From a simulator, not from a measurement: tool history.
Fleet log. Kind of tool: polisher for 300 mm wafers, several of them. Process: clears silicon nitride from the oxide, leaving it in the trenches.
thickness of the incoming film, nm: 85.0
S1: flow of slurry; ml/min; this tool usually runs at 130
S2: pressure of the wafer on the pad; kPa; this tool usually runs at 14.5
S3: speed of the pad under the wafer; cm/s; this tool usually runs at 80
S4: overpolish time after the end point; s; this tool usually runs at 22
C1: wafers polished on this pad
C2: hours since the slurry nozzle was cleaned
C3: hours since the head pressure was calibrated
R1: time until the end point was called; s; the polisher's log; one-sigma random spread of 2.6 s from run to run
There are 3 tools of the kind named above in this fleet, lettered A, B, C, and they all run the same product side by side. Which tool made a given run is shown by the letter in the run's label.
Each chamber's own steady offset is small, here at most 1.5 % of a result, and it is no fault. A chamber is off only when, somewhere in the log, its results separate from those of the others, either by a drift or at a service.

run   hour   S1    S2  S3  S4    C1     C2      C3      R1
       5.4  -- chamber B: slurry nozzle cleaned
       7.8  -- chamber C: worn pad replaced by a new one
 1A    9.7  130  14.5  80  22   720  722.7   627.3  150.71
      16.6  -- chamber A: slurry nozzle cleaned
 2B   16.8  130  14.5  80  22   485   11.4  1018.0  150.31
 3C   27.0  130  14.5  80  22   161  370.2   218.6  149.24
      31.3  -- chamber A: worn pad replaced by a new one
 4A   35.4  130  14.5  80  22    35   18.8   653.0  142.23
 5B   42.9  130  14.5  80  22   704   37.5  1044.1  152.10
 6C   52.8  130  14.5  80  22   378  396.0   244.4  150.97
 7C   60.8  130  14.5  80  22   446  404.0   252.4  151.68
 8A   67.2  130  14.5  80  22   302   50.6   684.8  151.14
 9B   72.9  130  14.5  80  13   956   67.5  1074.1  145.14
      78.8  -- chamber B: worn pad replaced by a new one
10A   80.8  130  14.5  80  13   417   64.2   698.4  147.86
11C   86.1  130  14.5  80  13   658  429.3   277.7  150.51
12B   92.8  130  14.5  80  22   117   87.4  1094.0  146.40
13A   98.1  130  12.4  80  18   562   81.5   715.7  174.61
14C  105.7  130  12.4  80  18   823  448.9   297.3  175.53
15B  111.2  130  12.4  80  18   272  105.8  1112.4  169.76
16C  116.6  130  14.5  80  22   915  459.8   308.2  152.38
17B  123.8  130  11.0  80  22   378  118.4  1125.0  196.54
     133.0  -- chamber A: worn pad replaced by a new one
18A  133.3  130  11.0  80  22     2  116.7   750.9  195.34
19B  142.9  130  11.0  80  22   539  137.5  1144.1  199.12
20C  147.3  130  14.5  80  22  1173  490.5   338.9  149.64
21A  156.8  130  14.5  80  22   200  140.2   774.4  145.80

All chambers now run identical settings, listed one chamber a line with results as question marks. What results will each chamber show?
22A  164.1  130  14.5  80  22               ?
22B  164.1  130  14.5  80  22               ?
22C  164.1  130  14.5  80  22               ?

run      R1
22A  149.22
22B  151.48
22C  152.33
